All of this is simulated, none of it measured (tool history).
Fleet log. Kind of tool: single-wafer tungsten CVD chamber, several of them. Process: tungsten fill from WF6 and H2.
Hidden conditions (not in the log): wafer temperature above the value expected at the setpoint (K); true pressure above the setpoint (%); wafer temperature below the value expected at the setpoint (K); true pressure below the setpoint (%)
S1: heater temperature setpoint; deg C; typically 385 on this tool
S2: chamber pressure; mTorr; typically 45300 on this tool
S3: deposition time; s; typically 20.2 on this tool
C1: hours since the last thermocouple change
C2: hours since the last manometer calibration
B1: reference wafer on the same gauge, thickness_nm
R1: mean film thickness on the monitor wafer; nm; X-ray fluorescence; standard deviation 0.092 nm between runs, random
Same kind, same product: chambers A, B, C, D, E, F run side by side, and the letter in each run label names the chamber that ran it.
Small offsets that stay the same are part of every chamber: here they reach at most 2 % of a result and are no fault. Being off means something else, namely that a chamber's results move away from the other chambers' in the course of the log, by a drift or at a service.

| run | hour | S1 | S2 | S3 | C1 | C2 | B1 | R1 |
|---|---|---|---|---|---|---|---|---|
| 1C | 13.2 | 385 | 45300 | 20.2 | 700.4 | 1637.2 | 48.523 | 53.071 |
| 2E | 23.8 | 385 | 45300 | 20.2 | 292.9 | 1153.8 | 48.530 | 52.652 |
| 3F | 33.7 | 385 | 45300 | 20.2 | 1308.1 | 279.5 | 48.538 | 53.587 |
| 4A | 43.8 | 385 | 45300 | 20.2 | 881.2 | 985.0 | 48.554 | 53.449 |
| 5B | 56.1 | 385 | 45300 | 20.2 | 562.4 | 1422.4 | 48.537 | 53.536 |
|  | 64.1 | chamber B: capacitance manometer re-zeroed and calibrated |
| 6D | 65.5 | 385 | 45300 | 20.2 | 1376.2 | 1332.8 | 48.554 | 53.056 |
| 7C | 73.8 | 385 | 45300 | 20.2 | 761.0 | 1697.8 | 48.561 | 53.061 |
| 8E | 81.4 | 385 | 45300 | 20.2 | 350.5 | 1211.4 | 48.589 | 52.674 |
| 9A | 89.9 | 385 | 45300 | 20.2 | 927.3 | 1031.1 | 48.579 | 53.572 |
| 10B | 101.8 | 385 | 49600 | 23.8 | 608.1 | 37.7 | 48.586 | 65.676 |
| 11F | 112.0 | 385 | 49600 | 23.8 | 1386.4 | 357.8 | 48.598 | 65.670 |
| 12D | 119.4 | 385 | 49600 | 23.8 | 1430.1 | 1386.7 | 48.579 | 65.326 |
| 13A | 128.1 | 385 | 49600 | 23.8 | 965.5 | 1069.3 | 48.607 | 65.988 |
| 14E | 139.9 | 385 | 49600 | 23.8 | 409.0 | 1269.9 | 48.600 | 64.736 |
| 15F | 150.1 | 385 | 49600 | 23.8 | 1424.5 | 395.9 | 48.617 | 65.582 |
| 16D | 164.1 | 385 | 45300 | 20.2 | 1474.8 | 1431.4 | 48.639 | 53.289 |
| 17B | 170.6 | 385 | 45300 | 20.2 | 676.9 | 106.5 | 48.639 | 53.615 |
|  | 175.3 | chamber A: thermocouple changed; heater temperature recalibrated |
| 18C | 180.4 | 385 | 45300 | 20.2 | 867.6 | 1804.4 | 48.658 | 53.224 |
| 19D | 190.4 | 385 | 45300 | 20.2 | 1501.1 | 1457.7 | 48.660 | 53.195 |
| 20E | 200.7 | 391 | 45300 | 17.3 | 469.8 | 1330.7 | 48.660 | 50.480 |
| 21A | 215.3 | 391 | 45300 | 17.3 | 40.0 | 1156.5 | 48.650 | 51.749 |
|  | 218.5 | chamber F: thermocouple changed; heater temperature recalibrated |
| 22C | 224.8 | 391 | 45300 | 17.3 | 912.0 | 1848.8 | 48.686 | 51.229 |
| 23F | 236.5 | 391 | 45300 | 17.3 | 18.0 | 482.3 | 48.693 | 51.615 |
| 24B | 243.5 | 391 | 45300 | 17.3 | 749.8 | 179.4 | 48.697 | 51.599 |
| 25F | 255.6 | 391 | 45300 | 17.3 | 37.1 | 501.4 | 48.691 | 51.716 |
|  | 257.7 | chamber C: capacitance manometer re-zeroed and calibrated |
|  | 260.7 | chamber C: thermocouple changed; heater temperature recalibrated |
| 26C | 266.5 | 385 | 45300 | 20.2 | 5.9 | 8.9 | 48.731 | 53.397 |
| 27A | 279.0 | 385 | 45300 | 20.2 | 103.7 | 1220.2 | 48.711 | 53.516 |
| 28D | 286.0 | 385 | 45300 | 20.2 | 1596.7 | 1553.3 | 48.709 | 53.277 |
| 29B | 300.8 | 395 | 37200 | 20.2 | 807.1 | 236.7 | 48.760 | 59.413 |
| 30E | 308.8 | 395 | 37200 | 20.2 | 577.9 | 1438.8 | 48.750 | 58.566 |
| 31D | 317.9 | 395 | 37200 | 20.2 | 1628.6 | 1585.2 | 48.743 | 59.277 |
| 32B | 331.3 | 395 | 37200 | 20.2 | 837.6 | 267.2 | 48.736 | 59.581 |
| 33C | 342.6 | 395 | 37200 | 20.2 | 82.0 | 85.0 | 48.763 | 58.888 |
| 34A | 356.6 | 395 | 37200 | 20.2 | 181.3 | 1297.8 | 48.782 | 59.551 |
| 35F | 371.0 | 385 | 45300 | 20.2 | 152.5 | 616.8 | 48.796 | 53.818 |
| 36E | 385.4 | 385 | 45300 | 20.2 | 654.5 | 1515.4 | 48.791 | 52.648 |
| 37F | 391.8 | 385 | 45300 | 20.2 | 173.3 | 637.6 | 48.807 | 53.676 |
| 38E | 399.6 | 385 | 45300 | 20.2 | 668.7 | 1529.6 | 48.817 | 52.920 |
| 39C | 407.3 | 385 | 45300 | 20.2 | 146.7 | 149.7 | 48.809 | 53.334 |
| 40B | 416.1 | 385 | 45300 | 20.2 | 922.4 | 352.0 | 48.850 | 53.623 |
| 41D | 425.3 | 385 | 45300 | 20.2 | 1736.0 | 1692.6 | 48.834 | 53.351 |

What goes on in this fleet: one chamber off, a drifting gauge, or nothing beyond the chambers' own small offsets? Name the chamber and the cause, if any.

It is the gauge, not a chamber: its drift shows up in every chamber's results at once, and no chamber is off.
Likeliest cause: gauge reads high (%) = 0.711.
